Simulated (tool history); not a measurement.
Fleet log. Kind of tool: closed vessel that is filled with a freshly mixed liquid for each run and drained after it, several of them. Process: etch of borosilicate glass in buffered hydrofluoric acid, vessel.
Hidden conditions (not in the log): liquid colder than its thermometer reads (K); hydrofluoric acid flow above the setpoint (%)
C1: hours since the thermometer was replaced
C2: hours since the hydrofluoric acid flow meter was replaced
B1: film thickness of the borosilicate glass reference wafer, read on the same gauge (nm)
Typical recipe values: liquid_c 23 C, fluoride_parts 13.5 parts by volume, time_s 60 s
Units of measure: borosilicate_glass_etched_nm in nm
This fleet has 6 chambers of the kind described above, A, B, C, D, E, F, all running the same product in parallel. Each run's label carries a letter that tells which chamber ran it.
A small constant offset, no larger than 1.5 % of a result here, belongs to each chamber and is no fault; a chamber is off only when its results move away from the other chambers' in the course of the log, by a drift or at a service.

run 1D day=0.242 | liquid_c=23 fluoride_parts=13.5 time_s=60 | C1=931.6 C2=28.8 | B1=39.996 | borosilicate_glass_etched_nm=52.398
-- day=0.267 chamber F: thermometer replaced
run 2B day=0.517 | liquid_c=23 fluoride_parts=13.5 time_s=60 | C1=108.3 C2=496 | B1=40.035 | borosilicate_glass_etched_nm=52.297
-- day=0.533 chamber E: thermometer replaced
run 3F day=0.825 | liquid_c=23 fluoride_parts=13.5 time_s=60 | C1=13.5 C2=993.7 | B1=40.018 | borosilicate_glass_etched_nm=52.983
run 4E day=1.208 | liquid_c=23 fluoride_parts=13.5 time_s=60 | C1=16.3 C2=148.8 | B1=39.994 | borosilicate_glass_etched_nm=51.999
run 5C day=1.533 | liquid_c=23 fluoride_parts=13.5 time_s=60 | C1=483.8 C2=491.7 | B1=40.03 | borosilicate_glass_etched_nm=52.351
run 6A day=1.833 | liquid_c=23 fluoride_parts=13.5 time_s=60 | C1=1032.1 C2=1437.9 | B1=40.038 | borosilicate_glass_etched_nm=53.296
run 7E day=2.233 | liquid_c=23 fluoride_parts=9 time_s=80 | C1=40.9 C2=173.4 | B1=39.983 | borosilicate_glass_etched_nm=101.32
run 8A day=2.554 | liquid_c=23 fluoride_parts=9 time_s=80 | C1=1049.4 C2=1455.2 | B1=40.008 | borosilicate_glass_etched_nm=102.53
run 9D day=2.846 | liquid_c=23 fluoride_parts=9 time_s=80 | C1=994.1 C2=91.3 | B1=39.985 | borosilicate_glass_etched_nm=101.62
run 10C day=3.033 | liquid_c=23 fluoride_parts=9 time_s=80 | C1=519.8 C2=527.7 | B1=39.995 | borosilicate_glass_etched_nm=100.01
run 11F day=3.242 | liquid_c=23 fluoride_parts=9 time_s=80 | C1=71.5 C2=1051.7 | B1=40.015 | borosilicate_glass_etched_nm=102.29
run 12B day=3.521 | liquid_c=23 fluoride_parts=9 time_s=80 | C1=180.4 C2=568.1 | B1=40.011 | borosilicate_glass_etched_nm=99.674
run 13D day=3.8 | liquid_c=23 fluoride_parts=13.5 time_s=60 | C1=1017 C2=114.2 | B1=39.976 | borosilicate_glass_etched_nm=52.087
run 14E day=4.171 | liquid_c=23 fluoride_parts=13.5 time_s=60 | C1=87.4 C2=219.9 | B1=40.019 | borosilicate_glass_etched_nm=51.902
run 15C day=4.604 | liquid_c=23 fluoride_parts=13.5 time_s=60 | C1=557.5 C2=565.4 | B1=39.982 | borosilicate_glass_etched_nm=52.219
run 16B day=4.996 | liquid_c=21 fluoride_parts=13.5 time_s=70 | C1=215.8 C2=603.5 | B1=39.979 | borosilicate_glass_etched_nm=54.717
run 17F day=5.238 | liquid_c=21 fluoride_parts=13.5 time_s=70 | C1=119.4 C2=1099.6 | B1=39.997 | borosilicate_glass_etched_nm=55.474
run 18A day=5.521 | liquid_c=21 fluoride_parts=13.5 time_s=70 | C1=1120.6 C2=1526.4 | B1=39.995 | borosilicate_glass_etched_nm=55.918
run 19F day=5.742 | liquid_c=21 fluoride_parts=13.5 time_s=70 | C1=131.5 C2=1111.7 | B1=39.983 | borosilicate_glass_etched_nm=55.58
run 20B day=5.946 | liquid_c=21 fluoride_parts=13.5 time_s=70 | C1=238.6 C2=626.3 | B1=40.007 | borosilicate_glass_etched_nm=54.666
run 21D day=6.329 | liquid_c=21 fluoride_parts=13.5 time_s=70 | C1=1077.7 C2=174.9 | B1=39.995 | borosilicate_glass_etched_nm=54.215
run 22E day=6.629 | liquid_c=23 fluoride_parts=13.5 time_s=60 | C1=146.4 C2=278.9 | B1=40 | borosilicate_glass_etched_nm=52.205
run 23A day=6.833 | liquid_c=23 fluoride_parts=13.5 time_s=60 | C1=1152.1 C2=1557.9 | B1=40.02 | borosilicate_glass_etched_nm=52.806
run 24C day=7.183 | liquid_c=23 fluoride_parts=13.5 time_s=60 | C1=619.4 C2=627.3 | B1=39.965 | borosilicate_glass_etched_nm=52.273
run 25F day=7.45 | liquid_c=23 fluoride_parts=13.5 time_s=60 | C1=172.5 C2=1152.7 | B1=39.991 | borosilicate_glass_etched_nm=52.84
run 26E day=7.717 | liquid_c=27.5 fluoride_parts=13.5 time_s=85 | C1=172.5 C2=305 | B1=39.977 | borosilicate_glass_etched_nm=94.322
run 27C day=7.983 | liquid_c=27.5 fluoride_parts=13.5 time_s=85 | C1=638.6 C2=646.5 | B1=40.006 | borosilicate_glass_etched_nm=94.06
run 28A day=8.3 | liquid_c=27.5 fluoride_parts=13.5 time_s=85 | C1=1187.3 C2=1593.1 | B1=40.043 | borosilicate_glass_etched_nm=95.493
run 29B day=8.7 | liquid_c=27.5 fluoride_parts=13.5 time_s=85 | C1=304.7 C2=692.4 | B1=39.964 | borosilicate_glass_etched_nm=93.864
run 30D day=8.929 | liquid_c=27.5 fluoride_parts=13.5 time_s=85 | C1=1140.1 C2=237.3 | B1=40.027 | borosilicate_glass_etched_nm=91.987
run 31E day=9.354 | liquid_c=27.5 fluoride_parts=13.5 time_s=85 | C1=211.8 C2=344.3 | B1=40.025 | borosilicate_glass_etched_nm=94.31
run 32D day=9.654 | liquid_c=23 fluoride_parts=13.5 time_s=60 | C1=1157.5 C2=254.7 | B1=40.007 | borosilicate_glass_etched_nm=50.944
run 33B day=9.892 | liquid_c=23 fluoride_parts=13.5 time_s=60 | C1=333.3 C2=721 | B1=39.964 | borosilicate_glass_etched_nm=51.986
run 34A day=10.225 | liquid_c=23 fluoride_parts=13.5 time_s=60 | C1=1233.5 C2=1639.3 | B1=39.966 | borosilicate_glass_etched_nm=52.891
run 35F day=10.521 | liquid_c=23 fluoride_parts=16.5 time_s=80 | C1=246.2 C2=1226.4 | B1=39.966 | borosilicate_glass_etched_nm=57.896
run 36C day=10.838 | liquid_c=23 fluoride_parts=16.5 time_s=80 | C1=707.1 C2=715 | B1=40.017 | borosilicate_glass_etched_nm=57.284
run 37A day=11.254 | liquid_c=23 fluoride_parts=16.5 time_s=80 | C1=1258.2 C2=1664 | B1=40.01 | borosilicate_glass_etched_nm=58.165
run 38C day=11.688 | liquid_c=23 fluoride_parts=16.5 time_s=80 | C1=727.5 C2=735.4 | B1=40 | borosilicate_glass_etched_nm=57.249
run 39F day=12.112 | liquid_c=23 fluoride_parts=16.5 time_s=80 | C1=284.4 C2=1264.6 | B1=39.982 | borosilicate_glass_etched_nm=58.239
run 40D day=12.5 | liquid_c=23 fluoride_parts=16.5 time_s=80 | C1=1225.8 C2=323 | B1=40.021 | borosilicate_glass_etched_nm=54.677

Has any chamber moved away from the others, gradually or after a service, or does the common gauge drift, or do the chambers differ only by their own small steady offsets? State the chamber and the most likely cause if one applies.

One chamber, D, drifts off from the rest bit by bit.
Most likely cause: liquid colder than its thermometer reads (K) = 1.04.
Not necessarily distinguishable in this log from: hydrofluoric acid flow below the setpoint (%).

Here are 4 candidates for chamber D's next run, each the usual settings with a change, their results left as question marks. Which one brings its results back in line with what the others give on the usual settings?
In line means no further than this from the other chambers' mean on the usual settings: borosilicate_glass_etched_nm 0.87 nm
run 41D-1 day=12.808 | liquid_c=24 fluoride_parts=13.5 time_s=60 | borosilicate_glass_etched_nm=?
run 41D-2 day=12.808 | liquid_c=22 fluoride_parts=13.5 time_s=60 | borosilicate_glass_etched_nm=?
run 41D-3 day=12.808 | liquid_c=25 fluoride_parts=13.5 time_s=60 | borosilicate_glass_etched_nm=?
run 41D-4 day=12.808 | liquid_c=23 fluoride_parts=15 time_s=60 | borosilicate_glass_etched_nm=?

Other chambers, usual settings, mean: borosilicate_glass_etched_nm 52.586 nm
run=41D-1 borosilicate_glass_etched_nm=52.77
run=41D-2 borosilicate_glass_etched_nm=47.291
run=41D-3 borosilicate_glass_etched_nm=55.716
run=41D-4 borosilicate_glass_etched_nm=44.944
41D-1 is the one that brings the chamber's results back in line with the other chambers.

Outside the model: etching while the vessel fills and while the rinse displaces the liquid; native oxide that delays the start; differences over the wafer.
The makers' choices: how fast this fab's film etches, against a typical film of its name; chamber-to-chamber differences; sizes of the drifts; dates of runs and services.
